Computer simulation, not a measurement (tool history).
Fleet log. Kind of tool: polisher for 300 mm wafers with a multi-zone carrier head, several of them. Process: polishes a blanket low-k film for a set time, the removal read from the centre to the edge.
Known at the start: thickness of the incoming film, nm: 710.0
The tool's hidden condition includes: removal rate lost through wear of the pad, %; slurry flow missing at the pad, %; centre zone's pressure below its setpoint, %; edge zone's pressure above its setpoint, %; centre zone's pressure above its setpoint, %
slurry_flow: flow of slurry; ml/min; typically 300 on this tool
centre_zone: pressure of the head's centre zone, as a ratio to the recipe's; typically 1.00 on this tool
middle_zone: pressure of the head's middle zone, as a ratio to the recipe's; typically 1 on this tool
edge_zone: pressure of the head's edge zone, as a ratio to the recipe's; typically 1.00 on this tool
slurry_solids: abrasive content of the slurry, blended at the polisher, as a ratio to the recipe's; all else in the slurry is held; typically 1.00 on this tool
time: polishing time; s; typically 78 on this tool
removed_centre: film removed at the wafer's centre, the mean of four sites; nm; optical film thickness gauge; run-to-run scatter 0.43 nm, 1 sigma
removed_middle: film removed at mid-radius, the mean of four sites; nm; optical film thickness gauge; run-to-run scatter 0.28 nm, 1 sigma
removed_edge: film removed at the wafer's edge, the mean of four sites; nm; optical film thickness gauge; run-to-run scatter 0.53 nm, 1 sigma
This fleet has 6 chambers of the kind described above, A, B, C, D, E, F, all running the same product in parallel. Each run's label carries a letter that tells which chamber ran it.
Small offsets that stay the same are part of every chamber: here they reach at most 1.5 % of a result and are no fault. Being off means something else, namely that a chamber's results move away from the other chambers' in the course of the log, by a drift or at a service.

run,day,slurry_flow,centre_zone,middle_zone,edge_zone,slurry_solids,time,wafers polished on this pad,hours since the slurry nozzle was cleaned,hours since the centre zone pressure was calibrated,hours since the edge zone pressure was calibrated,removed_centre,removed_middle,removed_edge
1C,0.371,300,1.00,1,1.00,1.00,78,592,77.3,255.9,306.6,41.989,42.077,41.825
# day 0.375: chamber D: worn pad replaced by a new one
# day 0.429: chamber B: worn pad replaced by a new one
2B,0.683,300,1.00,1,1.00,1.00,78,58,90.4,388.3,719.2,41.698,41.805,42.950
3A,0.946,300,1.00,1,1.00,1.00,78,1458,656.8,289.0,530.1,42.043,41.722,43.597
# day 1.033: chamber A: worn pad replaced by a new one
4D,1.233,300,1.00,1,1.00,1.00,78,198,276.2,236.0,630.9,42.157,41.192,41.874
# day 1.258: chamber E: edge zone pressure recalibrated
5F,1.488,300,1.00,1,1.00,1.00,78,549,234.5,112.0,1006.7,41.870,42.370,42.515
6E,1.754,300,1.00,1,1.00,1.00,78,482,203.7,528.6,12.0,42.286,42.173,41.506
# day 1.892: chamber B: edge zone pressure recalibrated
7A,2.112,300,1.00,1,1.00,1.00,78,249,684.8,317.0,558.1,43.265,42.090,42.076
# day 2.150: chamber F: worn pad replaced by a new one
# day 2.442: chamber D: slurry nozzle cleaned
8C,2.492,300,1.00,1,1.00,1.00,78,1081,128.2,306.8,357.5,42.268,42.206,41.695
# day 2.683: chamber D: worn pad replaced by a new one
9E,2.762,300,1.00,1,1.00,1.00,78,714,227.9,552.8,36.2,41.727,41.582,42.113
10F,3.017,300,1.00,1,1.00,1.00,78,200,271.2,148.7,1043.4,41.404,42.294,41.362
# day 3.146: chamber C: worn pad replaced by a new one
# day 3.238: chamber D: edge zone pressure recalibrated
11D,3.412,300,1.00,1,1.00,1.00,78,168,23.3,288.3,4.2,42.122,42.303,42.287
# day 3.596: chamber A: edge zone pressure recalibrated
12B,3.692,300,0.93,1,1.00,1.00,78,752,162.6,460.5,43.2,38.560,42.438,42.966
# day 3.696: chamber E: worn pad replaced by a new one
13C,3.979,300,0.93,1,1.00,1.00,78,192,163.9,342.5,393.2,38.649,42.070,42.281
14E,4.196,300,0.93,1,1.00,1.00,78,115,262.3,587.2,70.6,39.129,42.203,43.093
15F,4.412,300,0.93,1,1.00,1.00,78,522,304.7,182.2,1076.9,38.613,41.478,42.033
16D,4.654,300,0.93,1,1.00,1.00,78,455,53.1,318.1,34.0,38.070,41.742,41.774
# day 4.871: chamber F: worn pad replaced by a new one
17B,5.021,300,0.93,1,1.00,1.00,78,1059,194.5,492.4,75.1,38.903,41.529,42.355
18A,5.429,300,1.00,1,1.00,1.00,78,1014,764.4,396.6,44.0,42.211,41.115,43.066
# day 5.583: chamber C: centre zone pressure recalibrated
# day 5.583: chamber D: worn pad replaced by a new one
19F,5.617,300,1.00,1,1.00,1.00,78,172,333.6,211.1,1105.8,42.740,41.772,41.897
20C,5.975,300,1.00,1,1.00,1.00,78,652,211.8,9.5,441.1,42.536,42.126,41.661
# day 6.242: chamber B: worn pad replaced by a new one
21A,6.292,300,1.00,1,1.00,1.00,78,1213,785.1,417.3,64.7,41.856,41.673,43.293
22E,6.588,300,1.00,1,1.00,1.00,86,667,319.7,644.6,128.0,46.621,46.136,46.056
# day 6.633: chamber A: worn pad replaced by a new one
# day 6.642: chamber B: centre zone pressure recalibrated
# day 6.662: chamber A: centre zone pressure recalibrated
23B,6.954,300,1.00,1,1.00,1.00,86,165,240.9,7.6,121.5,47.819,46.500,46.453
# day 7.096: chamber E: worn pad replaced by a new one
# day 7.233: chamber B: slurry nozzle cleaned
# day 7.317: chamber F: worn pad replaced by a new one
24D,7.342,300,1.00,1,1.00,1.00,86,406,117.6,382.6,98.5,46.378,46.003,46.152
25A,7.738,300,1.00,1,1.00,1.00,86,255,819.8,25.9,99.4,42.122,46.437,45.959
# day 7.875: chamber F: edge zone pressure recalibrated
26D,8.062,300,1.00,1,1.00,1.00,86,572,134.9,399.9,115.8,47.306,46.161,45.756
# day 8.167: chamber D: worn pad replaced by a new one
# day 8.321: chamber C: worn pad replaced by a new one
27F,8.450,300,1.00,1,1.00,1.00,86,261,401.6,279.1,13.8,46.243,46.456,46.011
28C,8.833,300,1.00,1,1.00,1.00,78,118,280.4,78.1,509.7,41.780,42.444,41.697
29B,9.158,300,1.00,1,1.00,1.00,78,673,46.2,60.5,174.4,42.515,41.737,42.296
30E,9.421,300,1.00,1,1.00,1.00,78,536,387.7,712.6,196.0,41.956,41.660,42.204
31B,9.600,300,1.00,1,1.00,1.00,78,775,56.8,71.1,185.0,42.304,41.549,41.246
32F,9.879,300,1.00,1,1.00,1.00,78,591,435.9,313.4,48.1,41.658,41.906,42.296
33D,10.096,300,1.00,1,1.00,1.00,78,445,183.7,448.7,164.6,42.354,42.252,42.088
# day 10.196: chamber F: slurry nozzle cleaned
# day 10.229: chamber F: worn pad replaced by a new one
34E,10.325,300,1.00,1,1.00,0.75,88,745,409.4,734.3,217.7,40.887,40.714,40.863
35C,10.558,300,1.00,1,1.00,0.75,88,516,321.8,119.5,551.1,40.610,40.561,41.236
36A,10.788,300,1.00,1,1.00,0.75,88,958,893.0,99.1,172.6,37.392,40.721,42.092
37B,11.088,300,1.00,1,1.00,0.75,88,1118,92.5,106.8,220.7,41.301,40.482,41.134
38F,11.429,300,1.00,1,1.00,0.75,88,277,29.7,350.6,85.3,40.819,40.806,41.360
39C,11.729,300,1.00,1,1.00,0.75,88,786,349.9,147.6,579.2,40.516,40.924,40.689

All 6 chambers run these settings next. Forecast each chamber's results:
40A,12.025,300,1.00,1,1.09,1.00,78,,,,,?,?,?
40B,12.025,300,1.00,1,1.09,1.00,78,,,,,?,?,?
40C,12.025,300,1.00,1,1.09,1.00,78,,,,,?,?,?
40D,12.025,300,1.00,1,1.09,1.00,78,,,,,?,?,?
40E,12.025,300,1.00,1,1.09,1.00,78,,,,,?,?,?
40F,12.025,300,1.00,1,1.09,1.00,78,,,,,?,?,?

run,removed_centre,removed_middle,removed_edge
40A,39.237,42.033,44.698
40B,42.170,41.141,43.916
40C,41.469,41.583,43.223
40D,42.034,41.971,44.936
40E,41.985,41.516,44.027
40F,41.709,42.110,44.071

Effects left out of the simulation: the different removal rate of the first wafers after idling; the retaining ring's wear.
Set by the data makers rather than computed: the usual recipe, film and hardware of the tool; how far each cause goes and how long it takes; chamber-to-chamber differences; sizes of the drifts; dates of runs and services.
